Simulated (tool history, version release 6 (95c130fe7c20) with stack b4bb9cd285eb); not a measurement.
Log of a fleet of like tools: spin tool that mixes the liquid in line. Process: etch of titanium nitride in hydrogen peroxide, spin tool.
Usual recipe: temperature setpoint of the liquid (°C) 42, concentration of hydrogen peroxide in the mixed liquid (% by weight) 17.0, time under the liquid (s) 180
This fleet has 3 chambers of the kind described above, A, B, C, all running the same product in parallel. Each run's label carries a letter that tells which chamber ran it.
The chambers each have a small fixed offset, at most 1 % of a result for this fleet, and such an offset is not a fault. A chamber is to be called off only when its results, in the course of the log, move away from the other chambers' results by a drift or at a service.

run,hour,temperature setpoint of the liquid (°C),concentration of hydrogen peroxide in the mixed liquid (% by weight),time under the liquid (s),hours since the thermometer was replaced,hours since the peroxide flow meter was replaced,hours since the heated supply line was repaired,hours since the drum of peroxide was connected,"read-back film thickness of the titanium nitride reference wafer, read on the same gauge (nm)",thickness taken off the titanium nitride on a monitor wafer (Å)
1B,3.8,42,17.0,180,108.5,165.2,2992.5,188.7,110.00,50.811
2A,10.6,42,17.0,180,845.6,505.3,437.1,144.7,110.01,50.862
3C,14.4,42,17.0,180,1860.9,827.9,935.9,102.8,110.00,50.849
4C,21.6,42,17.0,180,1868.1,835.1,943.1,110.0,110.01,50.919
5B,30.2,42,17.0,180,134.9,191.6,3018.9,215.1,109.99,50.465
6A,35.9,42,17.0,180,870.9,530.6,462.4,170.0,109.99,50.834
7C,43.0,42,17.0,180,1889.5,856.5,964.5,131.4,110.01,51.030
8B,50.3,42,17.0,180,155.0,211.7,3039.0,235.2,110.01,50.789
9A,54.1,42,17.0,180,889.1,548.8,480.6,188.2,109.98,50.413
10B,61.1,42,17.0,180,165.8,222.5,3049.8,246.0,110.01,50.527
11C,66.7,42,14.5,275,1913.2,880.2,988.2,155.1,109.99,74.704
12A,73.8,42,14.5,275,908.8,568.5,500.3,207.9,110.01,74.303
13A,77.7,42,14.5,275,912.7,572.4,504.2,211.8,109.99,74.464
14C,84.4,42,17.0,180,1930.9,897.9,1005.9,172.8,109.96,51.343
15B,88.8,42,17.0,180,193.5,250.2,3077.5,273.7,109.99,50.913
16B,95.6,42,17.0,180,200.3,257.0,3084.3,280.5,110.00,49.835
17C,103.4,42,17.0,180,1949.9,916.9,1024.9,191.8,110.00,51.215
18A,109.6,42,17.0,180,944.6,604.3,536.1,243.7,110.00,50.104
19B,117.0,42,17.0,180,221.7,278.4,3105.7,301.9,110.01,50.466
20A,123.7,42,17.0,180,958.7,618.4,550.2,257.8,110.00,50.299
21C,132.3,42,17.0,180,1978.8,945.8,1053.8,220.7,109.97,50.982
22B,137.3,42,17.0,180,242.0,298.7,3126.0,322.2,110.00,50.411
23A,141.3,42,17.0,180,976.3,636.0,567.8,275.4,109.97,50.297
24C,148.4,42,17.0,180,1994.9,961.9,1069.9,236.8,109.99,50.439
25C,156.0,42,17.0,180,2002.5,969.5,1077.5,244.4,110.00,50.528
26B,161.7,42,17.0,180,266.4,323.1,3150.4,346.6,110.00,50.269
27A,169.2,42,17.0,180,1004.2,663.9,595.7,303.3,110.00,50.112
28A,176.9,42,17.0,180,1011.9,671.6,603.4,311.0,109.99,50.121
29B,181.8,42,17.0,180,286.5,343.2,3170.5,366.7,109.96,50.670
30C,190.3,42,17.0,180,2036.8,1003.8,1111.8,278.7,109.99,50.665
31C,195.2,42,17.0,180,2041.7,1008.7,1116.7,283.6,109.98,51.044
32A,199.0,42,17.0,180,1034.0,693.7,625.5,333.1,110.01,49.986
33B,207.1,42,17.0,180,311.8,368.5,3195.8,392.0,110.00,50.428
34B,213.4,48,17.0,180,318.1,374.8,3202.1,398.3,110.01,78.706
35A,219.5,48,17.0,180,1054.5,714.2,646.0,353.6,109.99,77.401
36C,223.9,48,17.0,180,2070.4,1037.4,1145.4,312.3,110.02,78.600
37A,227.7,42,17.0,180,1062.7,722.4,654.2,361.8,109.99,49.456
38B,233.4,42,17.0,180,338.1,394.8,3222.1,418.3,110.00,50.462
39C,238.4,42,17.0,180,2084.9,1051.9,1159.9,326.8,110.00,50.777
40B,244.3,42,17.0,180,349.0,405.7,3233.0,429.2,110.01,49.901
41C,251.9,42,17.0,180,2098.4,1065.4,1173.4,340.3,110.01,50.899

Each of the 3 chambers runs these same settings next. Fill in every chamber's results:
42A,258.0,42,20.5,180,,,,,,?
42B,258.0,42,20.5,180,,,,,,?
42C,258.0,42,20.5,180,,,,,,?

run,thickness taken off the titanium nitride on a monitor wafer (Å)
42A,51.050
42B,52.610
42C,53.619
